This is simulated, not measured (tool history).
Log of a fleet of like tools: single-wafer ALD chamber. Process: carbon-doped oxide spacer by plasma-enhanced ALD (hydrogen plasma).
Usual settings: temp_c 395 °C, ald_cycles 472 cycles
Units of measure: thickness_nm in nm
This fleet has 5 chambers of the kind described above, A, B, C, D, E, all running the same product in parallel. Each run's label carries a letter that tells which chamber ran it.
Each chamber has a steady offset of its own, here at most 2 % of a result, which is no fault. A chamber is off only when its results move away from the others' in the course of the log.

run,hour,temp_c,ald_cycles,hours since the last thermocouple change,"read-back reference wafer on the same gauge, thickness_nm",thickness_nm
1E,7.5,395,472,2201.5,19.291,23.648
# hour 14: chamber C: thermocouple changed; heater temperature recalibrated
2A,16.2,395,472,1074.8,19.293,23.998
3C,21.8,395,472,7.9,19.285,23.734
4D,31.5,395,472,1022.4,19.29,23.236
5B,40.6,395,472,258.5,19.287,23.63
6A,46,395,472,1104.6,19.283,24
7C,52.8,395,472,38.9,19.29,23.669
8D,62.9,395,472,1053.8,19.279,23.224
9B,69.4,395,472,287.3,19.272,23.584
10E,74.9,400,472,2268.9,19.278,23.599
11A,82.3,400,472,1140.9,19.275,23.994
12C,90.9,400,472,77,19.267,23.627
13B,98.5,400,472,316.4,19.268,23.383
14D,104,400,472,1094.9,19.268,23.218
15E,113,395,472,2307,19.262,23.598
16A,120.1,395,472,1178.7,19.26,24.005
17E,128.4,395,472,2322.4,19.266,23.579
18C,133.5,395,472,119.6,19.262,23.678
19B,138.4,395,472,356.3,19.262,23.563
20D,144.9,395,472,1135.8,19.25,23.219
21A,153.3,395,545,1211.9,19.251,27.634
22B,162.1,395,545,380,19.249,27.27
23E,169.5,395,545,2363.5,19.248,27.203
24D,177.7,395,545,1168.6,19.241,26.777
25C,184,395,545,170.1,19.244,27.27
26A,193.6,395,472,1252.2,19.247,23.898
27C,199.5,395,472,185.6,19.239,23.654
28D,209.6,395,472,1200.5,19.235,23.176
29E,219.8,395,472,2413.8,19.227,23.552
30B,227.6,395,472,445.5,19.222,23.54
31C,235.8,384,541,221.9,19.224,27.088
32A,244.8,384,541,1303.4,19.222,27.459
33E,254.2,384,541,2448.2,19.219,27.035
34D,261.6,384,541,1252.5,19.216,26.49
35B,267.3,384,541,485.2,19.22,26.957
36E,273.5,395,472,2467.5,19.217,23.572
37D,283.1,395,472,1274,19.208,23.142
38B,288.1,395,472,506,19.208,23.538
39A,297,395,472,1355.6,19.2,23.864
40C,303.4,395,472,289.5,19.204,23.585
41C,307.9,395,540,294,19.199,26.992

Is one chamber off against the others, does the gauge drift, or is nothing wrong? If a chamber is off, say which, and what the likeliest cause is.

Every chamber seems to shift together because the gauge that measures them all drifts; the chambers themselves are fine.
Most likely cause: gauge reads low (%) = 0.526.
